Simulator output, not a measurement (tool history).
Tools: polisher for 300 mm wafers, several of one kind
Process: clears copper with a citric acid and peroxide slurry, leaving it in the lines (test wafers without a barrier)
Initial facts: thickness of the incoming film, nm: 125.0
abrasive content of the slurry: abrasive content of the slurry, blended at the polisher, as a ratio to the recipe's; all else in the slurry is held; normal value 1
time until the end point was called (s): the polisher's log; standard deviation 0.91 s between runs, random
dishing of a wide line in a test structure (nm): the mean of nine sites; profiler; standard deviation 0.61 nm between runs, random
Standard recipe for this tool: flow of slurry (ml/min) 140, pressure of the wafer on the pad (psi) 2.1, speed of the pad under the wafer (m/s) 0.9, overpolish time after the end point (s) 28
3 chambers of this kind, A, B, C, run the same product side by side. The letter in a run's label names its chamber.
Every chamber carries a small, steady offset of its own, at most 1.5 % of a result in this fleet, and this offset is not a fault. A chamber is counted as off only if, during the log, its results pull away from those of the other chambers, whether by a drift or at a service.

run	hour	flow of slurry (ml/min)	pressure of the wafer on the pad (psi)	speed of the pad under the wafer (m/s)	abrasive content of the slurry	overpolish time after the end point (s)	wafers polished on this pad	hours since the slurry nozzle was cleaned	hours since the head pressure was calibrated	hours since the slurry blender was calibrated	time until the end point was called (s)	dishing of a wide line in a test structure (nm)
# hour 1.7: chamber A: slurry blender recalibrated
1C	5.5	140	2.1	0.9	1	28	381	202.5	163	106.5	85.935	26.784
2A	12.4	140	2.1	0.9	1	28	287	545.9	304.3	10.8	84.847	28.141
3B	18.8	140	2.1	0.9	1	28	120	592.9	203.5	217.9	84.623	29.388
# hour 21.3: chamber C: slurry blender recalibrated
4A	23.3	140	2.1	0.9	1	28	341	556.8	315.2	21.7	85.74	27.714
5C	29.6	140	2.5	0.72	1	28	501	226.6	187.1	8.3	90.45	28.768
6B	37.5	140	2.5	0.72	1	28	213	611.6	222.2	236.6	88.661	28.784
7C	44	140	2.5	0.72	1	28	573	241	201.5	22.7	90.199	27.036
8A	52.1	140	2.1	0.9	1	28	484	585.6	344	50.5	85.744	27.867
9B	56.3	140	2.1	0.9	1	28	307	630.4	241	255.4	86.564	28.967
10C	62.3	140	2.1	0.9	1	28	664	259.3	219.8	41	84.557	28.449
11B	69.1	140	2.1	0.9	1	28	370	643.2	253.8	268.2	86.489	28.94
# hour 70: chamber A: slurry nozzle cleaned
12A	73.5	140	2.1	0.9	1	28	591	3.6	365.4	71.9	85.485	28.688
13B	77.5	140	2.1	0.9	1	28	412	651.6	262.2	276.6	86.169	28.392
14A	83.4	140	2.1	0.9	1	28	640	13.5	375.3	81.8	85.686	28.816
# hour 84.1: chamber B: slurry blender recalibrated
15C	89.1	140	2.1	0.9	1	28	797	286.1	246.6	67.8	85.146	28.345
# hour 92.8: chamber C: worn pad replaced by a new one
16B	96.5	140	2.1	0.9	1	28	507	670.6	281.2	12.4	87.117	27.301
17A	101	140	2.1	0.9	1	28	727	31.1	392.9	99.4	86.239	27.924
18C	106.8	140	2.1	0.9	1	28	69	303.8	264.3	85.5	86.631	28.044
# hour 107.6: chamber A: slurry blender recalibrated
# hour 107.7: chamber C: slurry nozzle cleaned
19A	111.1	140	2.1	1.12	1.25	28	778	41.2	403	3.6	65.72	36.459
20B	115.3	140	2.1	1.12	1.25	28	600	689.4	300	31.2	68.706	35.141
21C	119.4	140	2.1	1.12	1.25	28	132	11.7	276.9	98.1	64.904	35.937
22A	126	140	2.1	0.9	1	28	852	56.1	417.9	18.5	84.379	29.024
23B	131.5	140	2.1	0.9	1	28	681	705.6	316.2	47.4	91.924	26.259
24C	140	140	2.1	0.9	1	28	234	32.3	297.5	118.7	83.671	29.35
# hour 143.4: chamber B: worn pad replaced by a new one
25A	144	140	2.1	0.9	1	28	941	74.1	435.9	36.5	86.333	28.404
26B	150.5	140	2.1	0.9	1	28	35	724.6	335.2	66.4	89.519	27.461
# hour 153.6: chamber A: worn pad replaced by a new one
27C	155.7	140	2.1	0.9	1	28	312	48	313.2	134.4	85.393	27.858
# hour 156.6: chamber C: slurry blender recalibrated
28C	161.2	140	2.1	0.9	1	28	340	53.5	318.7	4.6	85.004	28.547
29B	169.4	140	2.1	0.9	1	28	129	743.5	354.1	85.3	90.096	27.289
30A	174.1	140	1.5	0.9	1	28	102	104.2	466	66.6	118.22	21.51
31A	180.7	140	1.5	0.9	1	28	134	110.8	472.6	73.2	118.89	21.178
32C	186.1	140	1.5	0.9	1	28	464	78.4	343.6	29.5	118.7	21.086
33B	194.7	140	2.1	0.9	1	28	255	768.8	379.4	110.6	94.086	27.406
34B	202.9	140	2.1	0.9	1	43	296	777	387.6	118.8	92.291	38.048

All chambers now run identical settings, listed one chamber a line with results as question marks. What results will each chamber show?
35A	209.2	140	2.1	0.9	1	28					?	?
35B	209.2	140	2.1	0.9	1	28					?	?
35C	209.2	140	2.1	0.9	1	28					?	?

run	time until the end point was called (s)	dishing of a wide line in a test structure (nm)
35A	85.461	28.695
35B	94.008	27.833
35C	85.346	28.158
